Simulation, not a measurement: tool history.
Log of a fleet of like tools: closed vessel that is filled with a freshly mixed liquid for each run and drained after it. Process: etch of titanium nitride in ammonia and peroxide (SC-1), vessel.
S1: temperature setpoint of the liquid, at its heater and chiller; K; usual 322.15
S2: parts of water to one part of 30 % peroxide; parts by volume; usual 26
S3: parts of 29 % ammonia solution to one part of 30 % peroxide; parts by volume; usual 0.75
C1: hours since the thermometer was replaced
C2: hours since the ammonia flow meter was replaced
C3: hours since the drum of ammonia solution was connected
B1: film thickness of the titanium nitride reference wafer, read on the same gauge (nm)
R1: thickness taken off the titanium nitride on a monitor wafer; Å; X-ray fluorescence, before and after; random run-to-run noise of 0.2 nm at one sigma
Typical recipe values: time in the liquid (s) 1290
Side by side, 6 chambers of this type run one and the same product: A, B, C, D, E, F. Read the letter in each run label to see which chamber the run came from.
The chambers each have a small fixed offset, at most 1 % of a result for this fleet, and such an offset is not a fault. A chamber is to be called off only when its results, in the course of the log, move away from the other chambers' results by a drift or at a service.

run 1F day=0.396 | S1=322.15 S2=26 S3=0.75 time_in_the_liquid_(s)=1290 | C1=1076.6 C2=1471 C3=630 | B1=139.99 | R1=484.39
run 2A day=0.825 | S1=322.15 S2=26 S3=0.75 time_in_the_liquid_(s)=1290 | C1=1425.5 C2=1238.9 C3=108 | B1=140.03 | R1=492.3
run 3B day=1.083 | S1=322.15 S2=26 S3=0.75 time_in_the_liquid_(s)=1290 | C1=944.9 C2=1861.2 C3=1144.2 | B1=139.95 | R1=484.22
run 4C day=1.512 | S1=322.15 S2=26 S3=0.75 time_in_the_liquid_(s)=1290 | C1=1463 C2=759.6 C3=170.6 | B1=140 | R1=486.24
run 5D day=1.738 | S1=322.15 S2=26 S3=0.75 time_in_the_liquid_(s)=1290 | C1=883.3 C2=1214.8 C3=250.2 | B1=140.01 | R1=492.34
run 6E day=2.083 | S1=316.15 S2=26 S3=0.75 time_in_the_liquid_(s)=1290 | C1=2703 C2=544.2 C3=402.7 | B1=140.01 | R1=320.82
run 7E day=2.354 | S1=316.15 S2=26 S3=0.75 time_in_the_liquid_(s)=1290 | C1=2709.5 C2=550.7 C3=409.2 | B1=139.98 | R1=318.4
-- day=2.633 chamber E: new drum of ammonia solution connected
run 8B day=2.767 | S1=316.15 S2=26 S3=0.75 time_in_the_liquid_(s)=1290 | C1=985.3 C2=1901.6 C3=1184.6 | B1=139.98 | R1=315.43
-- day=2.883 chamber C: ammonia flow meter replaced
run 9A day=3.162 | S1=316.15 S2=26 S3=0.75 time_in_the_liquid_(s)=1290 | C1=1481.6 C2=1295 C3=164.1 | B1=139.98 | R1=317.02
-- day=3.225 chamber E: thermometer replaced
run 10C day=3.471 | S1=316.15 S2=26 S3=0.75 time_in_the_liquid_(s)=1290 | C1=1510 C2=14.2 C3=217.6 | B1=140.01 | R1=319.87
-- day=3.496 chamber A: ammonia flow meter replaced
run 11F day=3.712 | S1=316.15 S2=26 S3=0.75 time_in_the_liquid_(s)=1290 | C1=1156.2 C2=1550.6 C3=709.6 | B1=140.01 | R1=317.89
run 12D day=4.133 | S1=322.15 S2=26 S3=0.75 time_in_the_liquid_(s)=1290 | C1=940.8 C2=1272.3 C3=307.7 | B1=140 | R1=492.05
run 13C day=4.508 | S1=322.15 S2=26 S3=0.75 time_in_the_liquid_(s)=1290 | C1=1534.9 C2=39.1 C3=242.5 | B1=140.03 | R1=489.93
-- day=4.771 chamber B: new drum of ammonia solution connected
run 14F day=4.825 | S1=322.15 S2=26 S3=0.75 time_in_the_liquid_(s)=1290 | C1=1182.9 C2=1577.3 C3=736.3 | B1=140.04 | R1=486.85
run 15B day=5.108 | S1=322.15 S2=26 S3=0.75 time_in_the_liquid_(s)=1290 | C1=1041.5 C2=1957.8 C3=8.2 | B1=140.05 | R1=488.14
-- day=5.325 chamber B: ammonia flow meter replaced
run 16E day=5.488 | S1=322.15 S2=26 S3=0.75 time_in_the_liquid_(s)=1290 | C1=54.3 C2=625.9 C3=68.5 | B1=140.02 | R1=489.95
run 17A day=5.725 | S1=322.15 S2=26 S3=0.75 time_in_the_liquid_(s)=1290 | C1=1543.1 C2=53.6 C3=225.6 | B1=140.01 | R1=490.38
run 18D day=6.15 | S1=325.65 S2=26 S3=0.75 time_in_the_liquid_(s)=1290 | C1=989.2 C2=1320.7 C3=356.1 | B1=139.97 | R1=629.54
run 19C day=6.508 | S1=325.65 S2=26 S3=0.75 time_in_the_liquid_(s)=1290 | C1=1582.9 C2=87.1 C3=290.5 | B1=140.02 | R1=627.12
-- day=6.517 chamber F: thermometer replaced
run 20E day=6.929 | S1=325.65 S2=26 S3=0.75 time_in_the_liquid_(s)=1290 | C1=88.9 C2=660.5 C3=103.1 | B1=140.02 | R1=626.02
run 21A day=7.196 | S1=325.65 S2=26 S3=0.75 time_in_the_liquid_(s)=1290 | C1=1578.4 C2=88.9 C3=260.9 | B1=139.93 | R1=626.41
run 22D day=7.575 | S1=325.65 S2=26 S3=0.75 time_in_the_liquid_(s)=1290 | C1=1023.4 C2=1354.9 C3=390.3 | B1=139.96 | R1=632.76
run 23B day=7.917 | S1=325.65 S2=26 S3=0.75 time_in_the_liquid_(s)=1290 | C1=1108.9 C2=62.3 C3=75.6 | B1=139.99 | R1=616.59
run 24F day=8.362 | S1=322.15 S2=26 S3=0.75 time_in_the_liquid_(s)=1290 | C1=44.4 C2=1662.2 C3=821.2 | B1=139.96 | R1=485.69
run 25D day=8.662 | S1=322.15 S2=26 S3=0.75 time_in_the_liquid_(s)=1290 | C1=1049.5 C2=1381 C3=416.4 | B1=140.02 | R1=492.76
run 26F day=9.075 | S1=322.15 S2=26 S3=0.75 time_in_the_liquid_(s)=1290 | C1=61.5 C2=1679.3 C3=838.3 | B1=139.96 | R1=484.9
run 27C day=9.296 | S1=322.15 S2=26 S3=0.75 time_in_the_liquid_(s)=1290 | C1=1649.8 C2=154 C3=357.4 | B1=140.05 | R1=493.04
run 28E day=9.771 | S1=322.15 S2=26 S3=0.75 time_in_the_liquid_(s)=1290 | C1=157.1 C2=728.7 C3=171.3 | B1=140.02 | R1=491.07
run 29A day=10.225 | S1=322.15 S2=26 S3=0.75 time_in_the_liquid_(s)=1290 | C1=1651.1 C2=161.6 C3=333.6 | B1=140.04 | R1=486.87
run 30B day=10.567 | S1=322.15 S2=26 S3=0.75 time_in_the_liquid_(s)=1290 | C1=1172.5 C2=125.9 C3=139.2 | B1=140 | R1=486.55
run 31F day=10.846 | S1=318.65 S2=20.5 S3=0.75 time_in_the_liquid_(s)=1290 | C1=104 C2=1721.8 C3=880.8 | B1=140.03 | R1=433.96
-- day=11.004 chamber E: ammonia flow meter replaced
run 32B day=11.133 | S1=318.65 S2=20.5 S3=0.75 time_in_the_liquid_(s)=1290 | C1=1186.1 C2=139.5 C3=152.8 | B1=139.97 | R1=431.52
run 33A day=11.362 | S1=318.65 S2=20.5 S3=0.75 time_in_the_liquid_(s)=1290 | C1=1678.4 C2=188.9 C3=360.9 | B1=140 | R1=434.96
run 34C day=11.646 | S1=318.65 S2=20.5 S3=0.75 time_in_the_liquid_(s)=1290 | C1=1706.2 C2=210.4 C3=413.8 | B1=139.97 | R1=446.02
run 35E day=12.088 | S1=318.65 S2=20.5 S3=0.75 time_in_the_liquid_(s)=1290 | C1=212.7 C2=26 C3=226.9 | B1=140.02 | R1=436.11
run 36D day=12.354 | S1=318.65 S2=20.5 S3=0.75 time_in_the_liquid_(s)=1290 | C1=1138.1 C2=1469.6 C3=505 | B1=139.98 | R1=433.24
run 37E day=12.683 | S1=322.15 S2=26 S3=0.75 time_in_the_liquid_(s)=1290 | C1=227 C2=40.3 C3=241.2 | B1=140 | R1=490.05
run 38F day=12.967 | S1=322.15 S2=26 S3=0.75 time_in_the_liquid_(s)=1290 | C1=154.9 C2=1772.7 C3=931.7 | B1=139.98 | R1=487.16
run 39D day=13.212 | S1=322.15 S2=26 S3=0.75 time_in_the_liquid_(s)=1290 | C1=1158.7 C2=1490.2 C3=525.6 | B1=139.99 | R1=488.17
run 40B day=13.588 | S1=322.15 S2=26 S3=0.75 time_in_the_liquid_(s)=1290 | C1=1245 C2=198.4 C3=211.7 | B1=140.03 | R1=484.48
run 41A day=13.862 | S1=322.15 S2=26 S3=0.75 time_in_the_liquid_(s)=1290 | C1=1738.4 C2=248.9 C3=420.9 | B1=140.01 | R1=488.15

Read the log: is a single chamber off, either drifting away or since a service, is the gauge that measures every chamber drifting, or is nothing wrong beyond small per-chamber offsets? Name any odd chamber and what most likely caused it.

Little by little, chamber C moves away from the other chambers.
Most likely cause: liquid hotter than its thermometer reads (K) = 0.322.
The log may not tell that from: ammonia flow above the setpoint (%).

Which of the 4 candidates below, each the usual settings with something changed and its results left as question marks, puts chamber C back in line with what the other chambers give on the usual settings?
Allowed miss from the other chambers' usual-settings mean, per result, to count as in line: R1 6.9 Å
run 42C-1 day=14.208 | S1=322.15 S2=26 S3=0.75 time_in_the_liquid_(s)=1265 | R1=?
run 42C-2 day=14.208 | S1=322.15 S2=26 S3=0.85 time_in_the_liquid_(s)=1290 | R1=?
run 42C-3 day=14.208 | S1=322.15 S2=26.5 S3=0.75 time_in_the_liquid_(s)=1240 | R1=?
run 42C-4 day=14.208 | S1=322.65 S2=26 S3=0.75 time_in_the_liquid_(s)=1310 | R1=?

Usual-settings mean across the other chambers: R1 488.33 Å
run=42C-1 R1=488.53
run=42C-2 R1=509.88
run=42C-3 R1=473.71
run=42C-4 R1=523.9
Change 42C-1 lands the chamber within the allowed miss of the other chambers.
